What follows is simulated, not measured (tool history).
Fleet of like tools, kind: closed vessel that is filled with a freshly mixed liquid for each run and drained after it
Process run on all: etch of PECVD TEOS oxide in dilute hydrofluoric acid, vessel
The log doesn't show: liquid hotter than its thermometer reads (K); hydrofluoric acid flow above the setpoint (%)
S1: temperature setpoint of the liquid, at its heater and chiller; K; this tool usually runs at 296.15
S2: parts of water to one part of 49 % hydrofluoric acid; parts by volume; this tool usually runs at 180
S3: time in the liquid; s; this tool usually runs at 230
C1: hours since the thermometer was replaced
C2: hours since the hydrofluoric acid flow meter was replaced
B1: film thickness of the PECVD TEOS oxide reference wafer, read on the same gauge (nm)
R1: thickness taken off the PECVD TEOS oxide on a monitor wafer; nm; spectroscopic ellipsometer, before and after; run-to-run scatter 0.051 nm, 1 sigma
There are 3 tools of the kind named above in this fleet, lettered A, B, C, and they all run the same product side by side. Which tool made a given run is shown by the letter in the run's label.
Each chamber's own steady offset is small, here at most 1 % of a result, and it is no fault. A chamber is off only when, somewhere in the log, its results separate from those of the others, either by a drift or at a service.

run 1C hour=5.9 | S1=296.15 S2=180 S3=230 | C1=69.5 C2=401.9 | B1=39.991 | R1=11.2070
run 2B hour=10.1 | S1=296.15 S2=180 S3=230 | C1=1503.5 C2=509.3 | B1=39.971 | R1=11.2370
run 3A hour=14.0 | S1=296.15 S2=180 S3=230 | C1=1113.1 C2=444.7 | B1=40.020 | R1=11.1640
run 4B hour=20.4 | S1=296.15 S2=180 S3=230 | C1=1513.8 C2=519.6 | B1=39.972 | R1=11.1970
run 5C hour=27.3 | S1=296.15 S2=180 S3=230 | C1=90.9 C2=423.3 | B1=40.034 | R1=11.1270
run 6A hour=31.8 | S1=296.15 S2=180 S3=230 | C1=1130.9 C2=462.5 | B1=40.017 | R1=11.1480
run 7A hour=35.7 | S1=296.15 S2=180 S3=230 | C1=1134.8 C2=466.4 | B1=40.019 | R1=11.1990
run 8C hour=42.8 | S1=296.15 S2=180 S3=230 | C1=106.4 C2=438.8 | B1=40.037 | R1=11.2050
run 9B hour=49.2 | S1=296.15 S2=180 S3=230 | C1=1542.6 C2=548.4 | B1=40.018 | R1=11.1700
run 10C hour=53.4 | S1=296.15 S2=180 S3=230 | C1=117.0 C2=449.4 | B1=39.960 | R1=11.2230
run 11B hour=57.4 | S1=296.15 S2=180 S3=230 | C1=1550.8 C2=556.6 | B1=39.968 | R1=11.2730
run 12A hour=64.2 | S1=296.15 S2=180 S3=230 | C1=1163.3 C2=494.9 | B1=39.982 | R1=11.1060
run 13B hour=71.3 | S1=296.15 S2=180 S3=230 | C1=1564.7 C2=570.5 | B1=40.016 | R1=11.2700
run 14A hour=78.3 | S1=296.15 S2=230 S3=230 | C1=1177.4 C2=509.0 | B1=39.996 | R1=8.2997
run 15C hour=82.8 | S1=296.15 S2=230 S3=230 | C1=146.4 C2=478.8 | B1=40.001 | R1=8.2884
run 16C hour=88.4 | S1=296.15 S2=230 S3=230 | C1=152.0 C2=484.4 | B1=40.007 | R1=8.2691
run 17B hour=95.1 | S1=296.15 S2=180 S3=230 | C1=1588.5 C2=594.3 | B1=40.014 | R1=11.2650
run 18A hour=100.3 | S1=296.15 S2=180 S3=230 | C1=1199.4 C2=531.0 | B1=40.011 | R1=11.1270
run 19A hour=103.4 | S1=296.15 S2=180 S3=230 | C1=1202.5 C2=534.1 | B1=39.964 | R1=11.1470
run 20B hour=107.5 | S1=296.15 S2=180 S3=230 | C1=1600.9 C2=606.7 | B1=39.995 | R1=11.2000
run 21C hour=112.9 | S1=296.15 S2=180 S3=230 | C1=176.5 C2=508.9 | B1=40.023 | R1=11.1070
run 22A hour=119.9 | S1=296.15 S2=180 S3=230 | C1=1219.0 C2=550.6 | B1=40.003 | R1=11.2240
run 23C hour=125.9 | S1=296.15 S2=180 S3=230 | C1=189.5 C2=521.9 | B1=40.012 | R1=11.2460
run 24B hour=132.7 | S1=300.15 S2=235 S3=230 | C1=1626.1 C2=631.9 | B1=39.994 | R1=9.3619
run 25C hour=137.9 | S1=300.15 S2=235 S3=230 | C1=201.5 C2=533.9 | B1=39.989 | R1=9.3485
run 26B hour=142.7 | S1=300.15 S2=235 S3=230 | C1=1636.1 C2=641.9 | B1=40.018 | R1=9.3762
run 27A hour=146.4 | S1=296.15 S2=180 S3=230 | C1=1245.5 C2=577.1 | B1=40.051 | R1=11.1050
run 28C hour=151.8 | S1=296.15 S2=180 S3=230 | C1=215.4 C2=547.8 | B1=40.012 | R1=11.1860
run 29B hour=157.4 | S1=296.15 S2=180 S3=230 | C1=1650.8 C2=656.6 | B1=40.011 | R1=11.1420
run 30A hour=163.3 | S1=293.15 S2=260 S3=230 | C1=1262.4 C2=594.0 | B1=40.021 | R1=6.3254
run 31A hour=167.0 | S1=293.15 S2=260 S3=230 | C1=1266.1 C2=597.7 | B1=40.032 | R1=6.3175
run 32C hour=174.1 | S1=293.15 S2=260 S3=230 | C1=237.7 C2=570.1 | B1=39.962 | R1=6.3829
run 33B hour=180.7 | S1=296.15 S2=180 S3=230 | C1=1674.1 C2=679.9 | B1=40.029 | R1=11.1690
run 34B hour=184.2 | S1=298.65 S2=180 S3=230 | C1=1677.6 C2=683.4 | B1=39.992 | R1=12.3390

Read the log: is a single chamber off, either drifting away or since a service, is the gauge that measures every chamber drifting, or is nothing wrong beyond small per-chamber offsets? Name any odd chamber and what most likely caused it.

Beyond each chamber's small constant offset nothing stands out, and the gauge stays steady.

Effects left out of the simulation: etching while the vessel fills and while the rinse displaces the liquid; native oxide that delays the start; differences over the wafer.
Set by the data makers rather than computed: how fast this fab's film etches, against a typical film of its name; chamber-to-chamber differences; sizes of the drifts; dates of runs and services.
